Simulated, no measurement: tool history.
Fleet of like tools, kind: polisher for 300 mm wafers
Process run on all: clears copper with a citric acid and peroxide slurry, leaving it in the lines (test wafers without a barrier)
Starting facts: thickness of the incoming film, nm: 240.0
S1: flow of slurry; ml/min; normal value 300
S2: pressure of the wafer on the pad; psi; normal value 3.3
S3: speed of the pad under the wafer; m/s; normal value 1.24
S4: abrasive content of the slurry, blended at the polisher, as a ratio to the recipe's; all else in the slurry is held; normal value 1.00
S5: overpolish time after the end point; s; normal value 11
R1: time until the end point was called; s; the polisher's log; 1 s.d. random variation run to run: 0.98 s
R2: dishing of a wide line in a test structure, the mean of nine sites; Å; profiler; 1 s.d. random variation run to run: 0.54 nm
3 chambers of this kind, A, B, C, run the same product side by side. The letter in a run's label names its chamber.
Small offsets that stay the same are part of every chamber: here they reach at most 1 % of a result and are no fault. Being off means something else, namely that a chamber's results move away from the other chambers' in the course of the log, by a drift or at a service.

At hour 8.1: chamber C: slurry nozzle cleaned.
Run 1B, hour 8.9: usual settings. Result: R1 81.081 s, R2 240.29 Å.
Run 2C, hour 17.8: usual settings. Result: R1 80.640 s, R2 242.30 Å.
Run 3A, hour 24.7: usual settings. Result: R1 80.395 s, R2 229.13 Å.
Run 4C, hour 30.4: usual settings. Result: R1 81.260 s, R2 234.32 Å.
At hour 35.2: chamber C: slurry blender recalibrated.
Run 5B, hour 35.9: usual settings. Result: R1 82.297 s, R2 237.38 Å.
Run 6A, hour 42.8: usual settings. Result: R1 79.622 s, R2 236.24 Å.
Run 7B, hour 50.6: usual settings. Result: R1 79.634 s, R2 231.99 Å.
Run 8C, hour 57.1: usual settings. Result: R1 80.950 s, R2 234.45 Å.
At hour 65.2: chamber C: worn pad replaced by a new one.
Run 9A, hour 65.9: usual settings. Result: R1 78.839 s, R2 236.02 Å.
Run 10B, hour 73.7: usual settings. Result: R1 79.432 s, R2 227.29 Å.
Run 11A, hour 79.5: usual settings. Result: R1 81.064 s, R2 228.28 Å.
At hour 79.7: chamber A: worn pad replaced by a new one.
Run 12C, hour 84.9: usual settings. Result: R1 81.764 s, R2 233.64 Å.
At hour 88.6: chamber B: slurry blender recalibrated.
Run 13A, hour 93.9: usual settings but S1 240 ml/min, S3 1.64 m/s. Result: R1 61.038 s, R2 299.56 Å.
At hour 94.3: chamber A: slurry blender recalibrated.
Run 14C, hour 98.9: usual settings but S1 240 ml/min, S3 1.64 m/s. Result: R1 63.547 s, R2 291.92 Å.
Run 15B, hour 106.2: usual settings but S1 240 ml/min, S3 1.64 m/s. Result: R1 63.347 s, R2 296.62 Å.
At hour 114.3: chamber A: slurry nozzle cleaned.
Run 16A, hour 115.6: usual settings but S4 1.20, S5 6 s. Result: R1 76.431 s, R2 139.07 Å.
Run 17B, hour 125.6: usual settings but S4 1.20, S5 6 s. Result: R1 79.168 s, R2 135.19 Å.
Run 18C, hour 133.5: usual settings but S4 1.20, S5 6 s. Result: R1 76.783 s, R2 139.34 Å.
Run 19C, hour 138.3: usual settings. Result: R1 82.674 s, R2 237.61 Å.
Run 20B, hour 145.1: usual settings. Result: R1 82.194 s, R2 225.72 Å.
At hour 151.3: chamber C: head pressure recalibrated.
At hour 153.0: chamber A: worn pad replaced by a new one.
At hour 154.0: chamber B: head pressure recalibrated.
Run 21A, hour 154.3: usual settings. Result: R1 81.186 s, R2 232.94 Å.
At hour 162.6: chamber C: worn pad replaced by a new one.
Run 22A, hour 163.2: usual settings. Result: R1 78.872 s, R2 229.25 Å.
At hour 163.4: chamber C: slurry blender recalibrated.
Run 23B, hour 171.6: usual settings. Result: R1 84.238 s, R2 228.49 Å.
Run 24C, hour 181.5: usual settings. Result: R1 79.482 s, R2 239.55 Å.
Run 25C, hour 186.5: usual settings but S4 1.25. Result: R1 77.185 s, R2 229.68 Å.
Run 26B, hour 190.9: usual settings but S4 1.25. Result: R1 81.842 s, R2 227.79 Å.
Run 27A, hour 199.9: usual settings but S4 1.25. Result: R1 76.844 s, R2 243.04 Å.
Run 28A, hour 208.3: usual settings. Result: R1 80.179 s, R2 236.16 Å.
Run 29C, hour 217.1: usual settings. Result: R1 79.327 s, R2 232.78 Å.
Run 30B, hour 226.0: usual settings. Result: R1 85.041 s, R2 216.87 Å.
Run 31A, hour 233.7: usual settings. Result: R1 79.849 s, R2 243.80 Å.
At hour 236.6: chamber A: worn pad replaced by a new one.
Run 32C, hour 242.0: usual settings. Result: R1 82.053 s, R2 240.14 Å.
Run 33B, hour 248.7: usual settings but S2 4.4 psi. Result: R1 66.467 s, R2 287.62 Å.
Run 34A, hour 256.3: usual settings but S2 4.4 psi. Result: R1 60.878 s, R2 303.19 Å.
At hour 263.4: chamber B: slurry blender recalibrated.
Run 35B, hour 263.7: usual settings but S2 4.4 psi. Result: R1 66.356 s, R2 290.30 Å.
Run 36C, hour 273.3: usual settings. Result: R1 81.747 s, R2 232.46 Å.
Run 37B, hour 279.4: usual settings but S1 210 ml/min, S2 2.6 psi. Result: R1 114.350 s, R2 173.63 Å.
At hour 279.7: chamber C: worn pad replaced by a new one.
Run 38C, hour 285.5: usual settings but S1 210 ml/min, S2 2.6 psi. Result: R1 107.490 s, R2 172.57 Å.
Run 39A, hour 292.6: usual settings but S1 210 ml/min, S2 2.6 psi. Result: R1 105.920 s, R2 179.24 Å.

Read the log: is a single chamber off, either drifting away or since a service, is the gauge that measures every chamber drifting, or is nothing wrong beyond small per-chamber offsets? Name any odd chamber and what most likely caused it.

Little by little, chamber B moves away from the other chambers.
Likeliest cause: removal rate lost through wear of the pad, % = 9.68.

Here are 4 candidates for chamber B's next run, each the usual settings with a change, their results left as question marks. Which one brings its results back in line with what the others give on the usual settings?
A result is in line if it is within this distance of the other chambers' mean on the usual settings: R1 3.400 s; R2 19.00 Å
Run 40B-1, hour 299.9: usual settings but S2 3.0 psi, S3 1.14 m/s. Result: R1 ?, R2 ?.
Run 40B-2, hour 299.9: usual settings but S2 3.5 psi, S3 1.30 m/s. Result: R1 ?, R2 ?.
Run 40B-3, hour 299.9: usual settings but S1 305 ml/min, S2 3.6 psi, S3 1.36 m/s. Result: R1 ?, R2 ?.
Run 40B-4, hour 299.9: usual settings but S2 3.1 psi, S3 1.18 m/s. Result: R1 ?, R2 ?.

Average result of the remaining chambers running the usual settings: R1 81.051 s; R2 233.82 Å
  run       R1      R2
40B-1  106.080  183.32
40B-2   80.335  236.87
40B-3   74.684  253.03
40B-4   99.375  194.77
With 40B-2, the chamber falls back in line with the rest.
